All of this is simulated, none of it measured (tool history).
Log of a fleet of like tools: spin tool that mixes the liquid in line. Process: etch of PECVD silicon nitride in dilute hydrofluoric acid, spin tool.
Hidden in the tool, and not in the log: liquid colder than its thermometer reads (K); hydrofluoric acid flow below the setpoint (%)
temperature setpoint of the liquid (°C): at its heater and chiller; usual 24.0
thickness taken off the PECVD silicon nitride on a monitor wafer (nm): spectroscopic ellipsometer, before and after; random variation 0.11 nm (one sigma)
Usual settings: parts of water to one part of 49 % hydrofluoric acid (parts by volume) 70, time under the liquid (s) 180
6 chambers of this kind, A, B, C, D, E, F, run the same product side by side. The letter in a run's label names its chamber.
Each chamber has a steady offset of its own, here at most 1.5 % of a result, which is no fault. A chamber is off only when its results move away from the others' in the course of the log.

run	day	temperature setpoint of the liquid (°C)	parts of water to one part of 49 % hydrofluoric acid (parts by volume)	time under the liquid (s)	hours since the thermometer was replaced	hours since the hydrofluoric acid flow meter was replaced	read-back film thickness of the PECVD silicon nitride reference wafer, read on the same gauge (nm)	thickness taken off the PECVD silicon nitride on a monitor wafer (nm)
1C	0.304	24.0	70	180	734.0	1432.5	150.02	14.5610
2A	0.458	24.0	70	180	869.5	471.5	149.97	14.6820
3F	0.692	24.0	70	180	1012.4	1469.5	150.01	14.4470
4B	0.996	24.0	70	180	993.1	371.5	149.99	14.3180
5D	1.242	24.0	70	180	414.4	962.3	150.03	14.3070
6E	1.471	24.0	105	180	532.7	782.8	150.00	9.8189
7E	1.750	24.0	105	180	539.4	789.5	149.99	9.8162
8F	1.988	24.0	105	180	1043.5	1500.6	150.01	9.8125
9A	2.200	24.0	105	180	911.3	513.3	149.99	9.6997
10D	2.421	24.0	105	180	442.7	990.6	150.00	9.5080
11C	2.596	24.0	105	180	789.0	1487.5	150.01	9.8029
12B	2.762	24.0	70	180	1035.5	413.9	150.00	14.3820
13F	2.900	24.0	70	180	1065.4	1522.5	150.00	14.5780
14C	3.058	24.0	70	180	800.1	1498.6	150.01	14.6960
15B	3.325	27.5	70	180	1049.0	427.4	150.00	18.3420
16E	3.567	27.5	70	180	583.0	833.1	150.00	18.4470
17D	3.767	27.5	70	180	475.0	1022.9	149.99	17.8580
18A	3.958	27.5	70	180	953.5	555.5	149.98	18.4180
19B	4.162	27.5	70	180	1069.1	447.5	150.02	18.1490
20C	4.400	27.5	70	180	832.3	1530.8	149.99	18.6290
21A	4.596	24.0	70	180	968.8	570.8	150.00	14.5190
22D	4.750	24.0	70	180	498.6	1046.5	149.98	14.3100
23E	4.900	24.0	70	180	615.0	865.1	149.98	14.1050
24F	5.108	24.0	70	180	1118.4	1575.5	150.00	14.7320
25C	5.317	24.0	70	180	854.3	1552.8	150.03	14.4260
26D	5.471	24.0	70	180	515.9	1063.8	150.00	14.2380
27A	5.750	24.0	70	180	996.5	598.5	150.01	14.4520
28E	5.938	24.0	70	180	639.9	890.0	150.01	14.0080
29B	6.138	24.0	70	180	1116.5	494.9	150.00	14.4240
30F	6.275	24.0	70	180	1146.4	1603.5	150.00	14.5300
31C	6.500	24.0	70	180	882.7	1581.2	150.03	14.4230
32D	6.775	24.0	70	180	547.2	1095.1	149.98	14.4020
33A	6.988	24.0	70	180	1026.2	628.2	150.00	14.4820
34F	7.129	24.0	70	180	1166.9	1624.0	150.01	14.6430
35E	7.396	24.0	70	180	674.9	925.0	150.00	13.7140
36B	7.646	24.0	90	180	1152.7	531.1	150.03	11.1880

What goes on in this fleet: one chamber off, a drifting gauge, or nothing beyond the chambers' own small offsets? Name the chamber and the cause, if any.

Chamber E drifts away from the others.
Cause: hydrofluoric acid flow below the setpoint (%) = 7.22.
The log may not tell that from: liquid colder than its thermometer reads (K).

Here are 4 candidates for chamber E's next run, each the usual settings with a change, their results left as question marks. Which one brings its results back in line with what the others give on the usual settings?
In line means no further than this from the other chambers' mean on the usual settings: thickness taken off the PECVD silicon nitride on a monitor wafer (nm) 0.3700
37E-1	7.862	24.5	65	180				?
37E-2	7.862	22.5	70	180				?
37E-3	7.862	24.0	70	170				?
37E-4	7.862	24.0	70	190				?

The other chambers' mean on the usual settings: thickness taken off the PECVD silicon nitride on a monitor wafer (nm) 14.4910
run	thickness taken off the PECVD silicon nitride on a monitor wafer (nm)
37E-1	15.1620
37E-2	12.2960
37E-3	12.8590
37E-4	14.3710
37E-4 brings the chamber back in line.
